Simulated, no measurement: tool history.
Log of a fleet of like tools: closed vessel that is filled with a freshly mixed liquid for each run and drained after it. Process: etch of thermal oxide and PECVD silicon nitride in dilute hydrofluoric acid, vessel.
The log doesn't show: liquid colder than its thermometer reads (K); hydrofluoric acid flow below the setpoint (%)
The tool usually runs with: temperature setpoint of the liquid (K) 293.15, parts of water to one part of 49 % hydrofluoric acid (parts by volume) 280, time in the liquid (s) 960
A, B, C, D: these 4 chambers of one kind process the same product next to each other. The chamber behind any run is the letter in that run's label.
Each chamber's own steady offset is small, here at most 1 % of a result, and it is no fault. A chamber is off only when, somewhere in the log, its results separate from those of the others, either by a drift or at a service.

run,day,temperature setpoint of the liquid (K),parts of water to one part of 49 % hydrofluoric acid (parts by volume),time in the liquid (s),hours since the thermometer was replaced,hours since the hydrofluoric acid flow meter was replaced,"read-back film thickness of the thermal oxide reference wafer, read on the same gauge (nm)","read-back film thickness of the PECVD silicon nitride reference wafer, read on the same gauge (nm)",thickness taken off the thermal oxide on a monitor wafer (angstrom),thickness taken off the PECVD silicon nitride on a monitor wafer (angstrom)
1B,0.196,293.15,280,960,876.8,400.5,50.013,139.99,112.770,151.540
2D,0.417,293.15,280,960,351.6,1889.9,49.958,139.98,112.450,151.790
3A,0.625,293.15,280,960,2917.2,551.7,49.966,140.02,110.750,151.390
4C,0.812,293.15,280,960,1411.3,843.1,50.004,139.98,112.990,150.970
5D,1.054,293.15,280,960,366.9,1905.2,49.978,139.96,114.280,153.320
6C,1.362,290.15,280,960,1424.5,856.3,50.020,140.00,100.820,123.370
7B,1.542,290.15,280,960,909.1,432.8,50.009,140.00,102.020,124.310
# day 1.558: chamber A: thermometer replaced
8A,1.933,290.15,280,960,9.0,583.1,50.000,139.98,100.180,125.700
9A,2.108,290.15,280,960,13.2,587.3,49.979,140.00,98.771,125.060
# day 2.142: chamber A: hydrofluoric acid flow meter replaced
10D,2.317,293.15,280,960,397.2,1935.5,49.996,139.99,112.540,152.770
11B,2.600,293.15,280,960,934.5,458.2,50.004,139.96,112.370,150.800
12C,2.942,293.15,280,960,1462.4,894.2,49.990,140.00,108.970,147.180
13C,3.196,293.15,280,960,1468.5,900.3,49.959,139.98,108.700,146.700
14B,3.488,293.15,280,960,955.8,479.5,49.985,139.99,112.860,150.760
15D,3.883,293.15,280,960,434.8,1973.1,49.971,139.98,112.050,152.660
16A,4.104,293.15,280,960,61.1,47.1,49.980,139.98,112.070,152.550
17B,4.492,293.15,280,960,979.9,503.6,49.969,140.00,112.330,151.380
18A,4.696,293.15,280,960,75.3,61.3,49.965,139.99,111.190,151.960
19D,4.938,293.15,280,960,460.1,1998.4,50.038,140.02,112.400,152.720
20C,5.333,293.15,280,960,1519.8,951.6,50.010,140.01,104.740,141.660
21A,5.633,293.15,280,960,97.8,83.8,49.993,139.98,109.020,153.610
22D,5.825,293.15,280,960,481.4,2019.7,50.009,139.98,115.210,152.280
23C,6.083,293.15,280,960,1537.8,969.6,50.019,139.97,100.390,139.730
24B,6.488,293.15,355,610,1027.8,551.5,49.989,140.03,53.904,76.108
25B,6.838,293.15,355,610,1036.2,559.9,50.003,140.00,53.180,76.759
26D,7.029,293.15,355,610,510.3,2048.6,50.035,139.96,52.952,77.377
27C,7.229,293.15,355,610,1565.3,997.1,49.972,140.00,46.451,68.717
28A,7.462,293.15,280,960,141.7,127.7,50.035,139.98,112.070,152.500

For the next run the whole fleet of 4 chambers uses the same settings. Give each chamber's results:
29A,7.750,293.15,280,960,,,,,?,?
29B,7.750,293.15,280,960,,,,,?,?
29C,7.750,293.15,280,960,,,,,?,?
29D,7.750,293.15,280,960,,,,,?,?

run,thickness taken off the thermal oxide on a monitor wafer (angstrom),thickness taken off the PECVD silicon nitride on a monitor wafer (angstrom)
29A,112.170,153.300
29B,114.600,151.980
29C,99.056,135.580
29D,112.430,151.310
